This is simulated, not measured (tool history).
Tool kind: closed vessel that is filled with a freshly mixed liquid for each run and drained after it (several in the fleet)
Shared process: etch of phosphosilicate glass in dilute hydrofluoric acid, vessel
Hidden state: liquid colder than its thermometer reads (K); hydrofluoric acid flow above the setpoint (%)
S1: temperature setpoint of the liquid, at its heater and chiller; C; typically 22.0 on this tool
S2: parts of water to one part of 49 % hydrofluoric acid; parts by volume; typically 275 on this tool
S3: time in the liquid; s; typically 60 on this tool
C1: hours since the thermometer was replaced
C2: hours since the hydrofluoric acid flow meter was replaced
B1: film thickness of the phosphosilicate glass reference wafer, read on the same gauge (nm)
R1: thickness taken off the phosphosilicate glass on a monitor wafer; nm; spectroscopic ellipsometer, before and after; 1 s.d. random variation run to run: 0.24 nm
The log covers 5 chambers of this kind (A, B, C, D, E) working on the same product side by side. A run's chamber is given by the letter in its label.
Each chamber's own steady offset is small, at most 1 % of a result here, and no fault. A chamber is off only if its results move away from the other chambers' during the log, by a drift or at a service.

run 1A day=0.150 | S1=22.0 S2=275 S3=60 | C1=1311.2 C2=277.0 | B1=100.010 | R1=33.428
run 2D day=0.317 | S1=22.0 S2=275 S3=60 | C1=76.1 C2=802.7 | B1=100.000 | R1=33.684
run 3C day=0.471 | S1=22.0 S2=275 S3=60 | C1=1256.0 C2=1000.8 | B1=99.979 | R1=33.719
run 4B day=0.617 | S1=22.0 S2=275 S3=60 | C1=216.9 C2=1549.6 | B1=99.991 | R1=33.642
run 5E day=0.750 | S1=22.0 S2=275 S3=60 | C1=452.3 C2=974.7 | B1=100.010 | R1=32.963
-- day=0.829 chamber B: hydrofluoric acid flow meter replaced
run 6A day=0.888 | S1=22.0 S2=275 S3=60 | C1=1328.9 C2=294.7 | B1=99.993 | R1=33.547
run 7D day=1.092 | S1=22.0 S2=275 S3=60 | C1=94.7 C2=821.3 | B1=99.981 | R1=33.737
run 8B day=1.229 | S1=25.5 S2=275 S3=30 | C1=231.6 C2=9.6 | B1=100.010 | R1=19.074
run 9E day=1.367 | S1=25.5 S2=275 S3=30 | C1=467.1 C2=989.5 | B1=99.994 | R1=18.721
run 10C day=1.512 | S1=25.5 S2=275 S3=30 | C1=1281.0 C2=1025.8 | B1=100.010 | R1=19.227
run 11E day=1.671 | S1=25.5 S2=275 S3=30 | C1=474.4 C2=996.8 | B1=99.981 | R1=19.045
-- day=1.771 chamber C: thermometer replaced
run 12A day=1.792 | S1=25.5 S2=275 S3=30 | C1=1350.6 C2=316.4 | B1=100.010 | R1=18.995
run 13B day=1.958 | S1=20.0 S2=340 S3=60 | C1=249.1 C2=27.1 | B1=100.020 | R1=23.679
run 14C day=2.158 | S1=20.0 S2=340 S3=60 | C1=9.4 C2=1041.3 | B1=100.010 | R1=24.046
run 15D day=2.262 | S1=20.0 S2=340 S3=60 | C1=122.8 C2=849.4 | B1=100.020 | R1=23.637
run 16B day=2.367 | S1=20.0 S2=340 S3=60 | C1=258.9 C2=36.9 | B1=99.986 | R1=23.600
run 17E day=2.488 | S1=20.0 S2=340 S3=60 | C1=494.0 C2=1016.4 | B1=99.999 | R1=24.609
run 18A day=2.625 | S1=22.0 S2=275 S3=60 | C1=1370.6 C2=336.4 | B1=99.999 | R1=33.120
run 19D day=2.842 | S1=22.0 S2=275 S3=60 | C1=136.7 C2=863.3 | B1=99.996 | R1=33.290
run 20C day=3.004 | S1=22.0 S2=275 S3=40 | C1=29.7 C2=1061.6 | B1=100.020 | R1=22.460
run 21E day=3.112 | S1=22.0 S2=275 S3=40 | C1=509.0 C2=1031.4 | B1=100.000 | R1=23.411
run 22D day=3.312 | S1=22.0 S2=275 S3=40 | C1=148.0 C2=874.6 | B1=99.990 | R1=22.262
run 23A day=3.533 | S1=22.0 S2=275 S3=40 | C1=1392.4 C2=358.2 | B1=100.000 | R1=22.340
run 24B day=3.746 | S1=22.0 S2=275 S3=40 | C1=292.0 C2=70.0 | B1=100.000 | R1=22.479
run 25C day=3.925 | S1=24.5 S2=350 S3=60 | C1=51.8 C2=1083.7 | B1=100.000 | R1=27.118
run 26E day=4.083 | S1=24.5 S2=350 S3=60 | C1=532.3 C2=1054.7 | B1=99.997 | R1=29.137
run 27D day=4.217 | S1=24.5 S2=350 S3=60 | C1=169.7 C2=896.3 | B1=100.010 | R1=26.842
run 28C day=4.379 | S1=24.5 S2=350 S3=60 | C1=62.7 C2=1094.6 | B1=99.989 | R1=27.038
run 29B day=4.492 | S1=24.5 S2=350 S3=60 | C1=309.9 C2=87.9 | B1=100.010 | R1=26.823
run 30A day=4.638 | S1=22.0 S2=275 S3=60 | C1=1418.9 C2=384.7 | B1=99.989 | R1=33.695

For the next run the whole fleet of 5 chambers uses the same settings. Give each chamber's results:
run 31A day=4.792 | S1=22.0 S2=275 S3=60 | R1=?
run 31B day=4.792 | S1=22.0 S2=275 S3=60 | R1=?
run 31C day=4.792 | S1=22.0 S2=275 S3=60 | R1=?
run 31D day=4.792 | S1=22.0 S2=275 S3=60 | R1=?
run 31E day=4.792 | S1=22.0 S2=275 S3=60 | R1=?

run=31A R1=33.916
run=31B R1=34.136
run=31C R1=34.238
run=31D R1=33.396
run=31E R1=36.944
